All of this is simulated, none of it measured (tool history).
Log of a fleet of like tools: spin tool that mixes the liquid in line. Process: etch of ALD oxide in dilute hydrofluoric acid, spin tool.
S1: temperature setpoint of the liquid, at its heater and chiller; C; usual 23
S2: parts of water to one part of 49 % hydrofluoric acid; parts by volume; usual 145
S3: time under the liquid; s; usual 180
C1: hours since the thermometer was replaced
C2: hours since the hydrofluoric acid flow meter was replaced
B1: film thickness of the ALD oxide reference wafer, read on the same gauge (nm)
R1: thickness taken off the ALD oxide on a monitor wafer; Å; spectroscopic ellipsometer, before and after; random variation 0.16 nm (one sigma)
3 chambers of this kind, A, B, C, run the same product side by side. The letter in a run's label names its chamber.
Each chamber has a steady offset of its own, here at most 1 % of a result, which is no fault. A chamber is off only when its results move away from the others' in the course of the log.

| run | hour | S1 | S2 | S3 | C1 | C2 | B1 | R1 |
|---|---|---|---|---|---|---|---|---|
| 1A | 7.0 | 23 | 145 | 180 | 631.7 | 540.0 | 150.02 | 188.110 |
| 2C | 16.6 | 23 | 145 | 180 | 2433.7 | 186.9 | 150.00 | 192.250 |
|  | 23.3 | chamber A: thermometer replaced |
| 3B | 24.1 | 23 | 145 | 180 | 2885.1 | 583.9 | 150.02 | 189.570 |
| 4C | 33.0 | 23 | 145 | 180 | 2450.1 | 203.3 | 150.01 | 189.030 |
| 5B | 38.1 | 23 | 95 | 180 | 2899.1 | 597.9 | 150.01 | 303.860 |
| 6A | 46.3 | 23 | 95 | 180 | 23.0 | 579.3 | 150.00 | 298.810 |
| 7B | 51.7 | 23 | 95 | 180 | 2912.7 | 611.5 | 150.00 | 307.420 |
| 8C | 60.6 | 23 | 145 | 180 | 2477.7 | 230.9 | 150.01 | 188.290 |
| 9A | 67.1 | 23 | 145 | 180 | 43.8 | 600.1 | 149.99 | 187.870 |
| 10B | 77.4 | 23 | 145 | 180 | 2938.4 | 637.2 | 150.01 | 188.000 |
|  | 80.8 | chamber B: thermometer replaced |
| 11A | 84.2 | 23 | 145 | 180 | 60.9 | 617.2 | 150.03 | 187.570 |
| 12C | 92.4 | 23 | 205 | 105 | 2509.5 | 262.7 | 150.00 | 73.602 |
| 13A | 98.6 | 23 | 205 | 105 | 75.3 | 631.6 | 150.00 | 73.203 |
| 14C | 107.4 | 23 | 205 | 105 | 2524.5 | 277.7 | 149.99 | 73.201 |
|  | 111.8 | chamber C: thermometer replaced |
| 15B | 116.6 | 23 | 145 | 180 | 35.9 | 676.4 | 149.99 | 186.230 |
| 16B | 124.3 | 23 | 145 | 180 | 43.6 | 684.1 | 149.99 | 186.510 |
| 17A | 129.0 | 23 | 145 | 180 | 105.7 | 662.0 | 150.00 | 190.880 |
| 18C | 137.9 | 23 | 145 | 180 | 26.1 | 308.2 | 150.00 | 189.340 |
| 19B | 142.7 | 23 | 145 | 130 | 62.0 | 702.5 | 149.99 | 134.900 |
| 20A | 149.0 | 23 | 145 | 130 | 125.7 | 682.0 | 150.00 | 139.110 |
| 21C | 157.0 | 23 | 145 | 130 | 45.2 | 327.3 | 150.01 | 136.140 |
| 22A | 163.6 | 23 | 145 | 180 | 140.3 | 696.6 | 150.00 | 197.560 |
| 23C | 170.4 | 23 | 85 | 180 | 58.6 | 340.7 | 150.01 | 344.600 |
| 24B | 178.9 | 23 | 85 | 180 | 98.2 | 738.7 | 150.00 | 346.580 |
| 25A | 187.3 | 23 | 85 | 180 | 164.0 | 720.3 | 150.00 | 360.590 |
| 26B | 196.7 | 21 | 200 | 180 | 116.0 | 756.5 | 149.99 | 119.140 |
| 27C | 205.5 | 21 | 200 | 180 | 93.7 | 375.8 | 150.00 | 120.750 |
| 28B | 215.5 | 21 | 200 | 180 | 134.8 | 775.3 | 150.00 | 118.230 |
| 29C | 222.2 | 23 | 145 | 180 | 110.4 | 392.5 | 150.00 | 189.190 |
| 30A | 232.5 | 23 | 145 | 180 | 209.2 | 765.5 | 149.98 | 203.240 |
| 31A | 237.1 | 23 | 145 | 180 | 213.8 | 770.1 | 149.99 | 204.930 |
| 32C | 246.6 | 23 | 145 | 180 | 134.8 | 416.9 | 150.01 | 190.050 |

Next, every chamber runs the same settings. What will each give?
| 33A | 254.0 | 23 | 145 | 180 |  |  |  | ? |
| 33B | 254.0 | 23 | 145 | 180 |  |  |  | ? |
| 33C | 254.0 | 23 | 145 | 180 |  |  |  | ? |

| run | R1 |
|---|---|
| 33A | 205.270 |
| 33B | 185.480 |
| 33C | 190.700 |
